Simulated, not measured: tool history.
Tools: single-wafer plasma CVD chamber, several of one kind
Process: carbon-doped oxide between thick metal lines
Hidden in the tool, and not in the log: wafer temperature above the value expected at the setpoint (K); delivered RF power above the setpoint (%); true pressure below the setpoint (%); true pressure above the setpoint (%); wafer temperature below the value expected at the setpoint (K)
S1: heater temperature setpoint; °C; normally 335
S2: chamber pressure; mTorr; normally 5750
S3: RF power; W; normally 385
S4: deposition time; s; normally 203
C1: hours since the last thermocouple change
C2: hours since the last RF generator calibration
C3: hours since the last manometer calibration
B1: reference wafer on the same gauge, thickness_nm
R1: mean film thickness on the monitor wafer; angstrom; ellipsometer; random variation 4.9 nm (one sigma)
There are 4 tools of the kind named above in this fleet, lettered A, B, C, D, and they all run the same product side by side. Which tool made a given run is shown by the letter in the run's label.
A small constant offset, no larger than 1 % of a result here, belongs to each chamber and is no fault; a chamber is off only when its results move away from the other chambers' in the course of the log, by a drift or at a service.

run	day	S1	S2	S3	S4	C1	C2	C3	B1	R1
# day 0.104: chamber D: capacitance manometer re-zeroed and calibrated
1A	0.250	335	5750	385	203	798.9	968.1	338.7	841.87	9059.9
2B	0.488	335	5750	385	203	186.4	1081.1	2421.3	844.32	8950.0
3D	0.708	335	5750	385	203	1339.2	397.9	14.6	842.19	8998.8
4C	0.975	335	5750	385	203	1036.7	550.6	1311.1	841.80	9059.0
5D	1.171	335	5750	385	203	1350.3	409.0	25.7	841.52	9007.6
6C	1.433	335	5750	385	203	1047.7	561.6	1322.1	844.01	8989.8
7B	1.600	335	5750	385	203	213.1	1107.8	2448.0	842.57	9015.1
8A	1.912	335	5750	385	203	838.8	1008.0	378.6	843.41	9107.2
9B	2.154	335	5750	385	203	226.4	1121.1	2461.3	843.22	9057.1
10A	2.417	335	5750	385	203	850.9	1020.1	390.7	843.94	9022.0
11D	2.621	335	5750	385	203	1385.1	443.8	60.5	842.89	9012.0
12C	2.883	335	5750	385	203	1082.5	596.4	1356.9	843.90	8977.1
13C	3.162	335	5750	385	203	1089.2	603.1	1363.6	841.37	9005.0
14B	3.408	349	5750	335	203	256.5	1151.2	2491.4	841.13	7806.7
15A	3.692	349	5750	335	203	881.5	1050.7	421.3	843.30	7770.7
16D	3.950	349	5750	335	203	1417.0	475.7	92.4	842.93	7817.7
# day 4.129: chamber B: RF generator calibrated
17C	4.225	349	5750	335	203	1114.7	628.6	1389.1	843.98	7827.7
18B	4.512	335	5750	385	203	283.0	9.3	2517.9	844.40	8978.9
19D	4.821	335	5750	445	203	1437.9	496.6	113.3	842.45	10034.0
20A	5.058	335	5750	445	203	914.3	1083.5	454.1	842.58	10067.0
21D	5.233	335	5750	445	203	1447.8	506.5	123.2	842.80	9992.1
22B	5.388	335	5750	445	203	304.0	30.3	2538.9	843.12	10062.0
23C	5.671	335	5750	385	203	1149.4	663.3	1423.8	843.24	9003.5
24A	5.879	335	5750	385	203	934.0	1103.2	473.8	843.84	8999.3
25D	6.062	335	5750	385	203	1467.7	526.4	143.1	843.66	8929.5
26B	6.275	335	5750	385	203	325.3	51.6	2560.2	844.02	9024.0
27C	6.579	335	5750	385	203	1171.2	685.1	1445.6	843.44	8948.0
28A	6.846	335	5750	385	203	957.2	1126.4	497.0	843.58	8990.8

Is one chamber out of step, is the gauge drifting, or do the chambers differ by no more than their own small offsets? For an off chamber, give its letter and the likeliest cause.

The fleet is healthy, with each chamber sitting at its usual small offset and no drift in the gauge.

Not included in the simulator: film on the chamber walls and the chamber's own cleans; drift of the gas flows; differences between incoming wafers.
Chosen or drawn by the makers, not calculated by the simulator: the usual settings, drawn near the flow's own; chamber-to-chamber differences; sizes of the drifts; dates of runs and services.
